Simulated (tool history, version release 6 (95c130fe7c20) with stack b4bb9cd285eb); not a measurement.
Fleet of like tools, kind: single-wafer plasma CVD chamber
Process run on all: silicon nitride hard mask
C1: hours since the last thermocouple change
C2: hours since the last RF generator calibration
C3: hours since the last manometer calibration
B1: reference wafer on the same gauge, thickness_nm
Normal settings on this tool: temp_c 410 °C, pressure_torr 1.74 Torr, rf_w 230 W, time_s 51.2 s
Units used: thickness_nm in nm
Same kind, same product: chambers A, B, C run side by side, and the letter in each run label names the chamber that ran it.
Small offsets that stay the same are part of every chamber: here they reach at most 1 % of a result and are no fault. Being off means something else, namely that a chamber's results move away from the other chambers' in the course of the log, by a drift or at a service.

Run 1C, hour 2.9: usual settings; C1 1751.2; C2 776.9; C3 1058.6; B1 41.516. Result: thickness_nm 50.159 nm.
Run 2B, hour 7.1: usual settings; C1 1695.5; C2 911.8; C3 1363.6; B1 41.482. Result: thickness_nm 49.203 nm.
Run 3A, hour 9.7: usual settings; C1 763.0; C2 699.4; C3 984.5; B1 41.503. Result: thickness_nm 50.597 nm.
Run 4A, hour 14.3: usual settings; C1 767.6; C2 704.0; C3 989.1; B1 41.455. Result: thickness_nm 49.900 nm.
Run 5B, hour 16.6: usual settings; C1 1705.0; C2 921.3; C3 1373.1; B1 41.488. Result: thickness_nm 49.412 nm.
Run 6C, hour 19.8: usual settings but temp_c 401 °C; C1 1768.1; C2 793.8; C3 1075.5; B1 41.541. Result: thickness_nm 50.019 nm.
Run 7A, hour 22.9: usual settings but temp_c 401 °C; C1 776.2; C2 712.6; C3 997.7; B1 41.493. Result: thickness_nm 50.336 nm.
Run 8B, hour 26.0: usual settings but temp_c 401 °C; C1 1714.4; C2 930.7; C3 1382.5; B1 41.583. Result: thickness_nm 49.937 nm.
Run 9C, hour 28.4: usual settings; C1 1776.7; C2 802.4; C3 1084.1; B1 41.473. Result: thickness_nm 50.275 nm.
Run 10B, hour 31.1: usual settings; C1 1719.5; C2 935.8; C3 1387.6; B1 41.519. Result: thickness_nm 49.775 nm.
Run 11C, hour 35.0: usual settings; C1 1783.3; C2 809.0; C3 1090.7; B1 41.497. Result: thickness_nm 49.403 nm.
Run 12A, hour 38.2: usual settings; C1 791.5; C2 727.9; C3 1013.0; B1 41.543. Result: thickness_nm 50.269 nm.
Run 13A, hour 40.3: usual settings but temp_c 423 °C, pressure_torr 1.99 Torr; C1 793.6; C2 730.0; C3 1015.1; B1 41.559. Result: thickness_nm 52.163 nm.
Run 14B, hour 42.6: usual settings but temp_c 423 °C, pressure_torr 1.99 Torr; C1 1731.0; C2 947.3; C3 1399.1; B1 41.512. Result: thickness_nm 51.230 nm.
Run 15C, hour 44.7: usual settings but temp_c 423 °C, pressure_torr 1.99 Torr; C1 1793.0; C2 818.7; C3 1100.4; B1 41.515. Result: thickness_nm 50.836 nm.
Run 16A, hour 48.0: usual settings; C1 801.3; C2 737.7; C3 1022.8; B1 41.534. Result: thickness_nm 49.787 nm.
Run 17B, hour 51.3: usual settings; C1 1739.7; C2 956.0; C3 1407.8; B1 41.491. Result: thickness_nm 49.523 nm.
Run 18C, hour 55.3: usual settings; C1 1803.6; C2 829.3; C3 1111.0; B1 41.485. Result: thickness_nm 48.629 nm.
Run 19C, hour 59.2: usual settings; C1 1807.5; C2 833.2; C3 1114.9; B1 41.475. Result: thickness_nm 49.181 nm.
Run 20A, hour 61.7: usual settings; C1 815.0; C2 751.4; C3 1036.5; B1 41.594. Result: thickness_nm 49.788 nm.
Run 21B, hour 66.3: usual settings; C1 1754.7; C2 971.0; C3 1422.8; B1 41.560. Result: thickness_nm 49.770 nm.
Run 22C, hour 68.6: usual settings; C1 1816.9; C2 842.6; C3 1124.3; B1 41.506. Result: thickness_nm 48.174 nm.
Run 23B, hour 72.6: usual settings; C1 1761.0; C2 977.3; C3 1429.1; B1 41.538. Result: thickness_nm 49.356 nm.
Run 24A, hour 76.9: usual settings; C1 830.2; C2 766.6; C3 1051.7; B1 41.427. Result: thickness_nm 49.916 nm.
Run 25A, hour 80.3: usual settings; C1 833.6; C2 770.0; C3 1055.1; B1 41.502. Result: thickness_nm 49.896 nm.
Run 26C, hour 82.6: usual settings; C1 1830.9; C2 856.6; C3 1138.3; B1 41.485. Result: thickness_nm 48.135 nm.
Run 27B, hour 85.8: usual settings; C1 1774.2; C2 990.5; C3 1442.3; B1 41.532. Result: thickness_nm 49.283 nm.
Run 28A, hour 89.4: usual settings; C1 842.7; C2 779.1; C3 1064.2; B1 41.489. Result: thickness_nm 50.165 nm.
Run 29C, hour 93.6: usual settings but temp_c 415 °C, pressure_torr 2.03 Torr; C1 1841.9; C2 867.6; C3 1149.3; B1 41.494. Result: thickness_nm 50.034 nm.
Run 30B, hour 97.1: usual settings but temp_c 415 °C, pressure_torr 2.03 Torr; C1 1785.5; C2 1001.8; C3 1453.6; B1 41.506. Result: thickness_nm 52.204 nm.
Run 31C, hour 101.4: usual settings but temp_c 415 °C, pressure_torr 2.03 Torr; C1 1849.7; C2 875.4; C3 1157.1; B1 41.508. Result: thickness_nm 49.840 nm.
Run 32A, hour 105.5: usual settings; C1 858.8; C2 795.2; C3 1080.3; B1 41.504. Result: thickness_nm 50.303 nm.

For the next run the whole fleet of 3 chambers uses the same settings. Give each chamber's results:
Run 33A, hour 108.8: usual settings but rf_w 260 W. Result: thickness_nm ?.
Run 33B, hour 108.8: usual settings but rf_w 260 W. Result: thickness_nm ?.
Run 33C, hour 108.8: usual settings but rf_w 260 W. Result: thickness_nm ?.

run  thickness_nm
33A        54.501
33B        53.751
33C        52.003
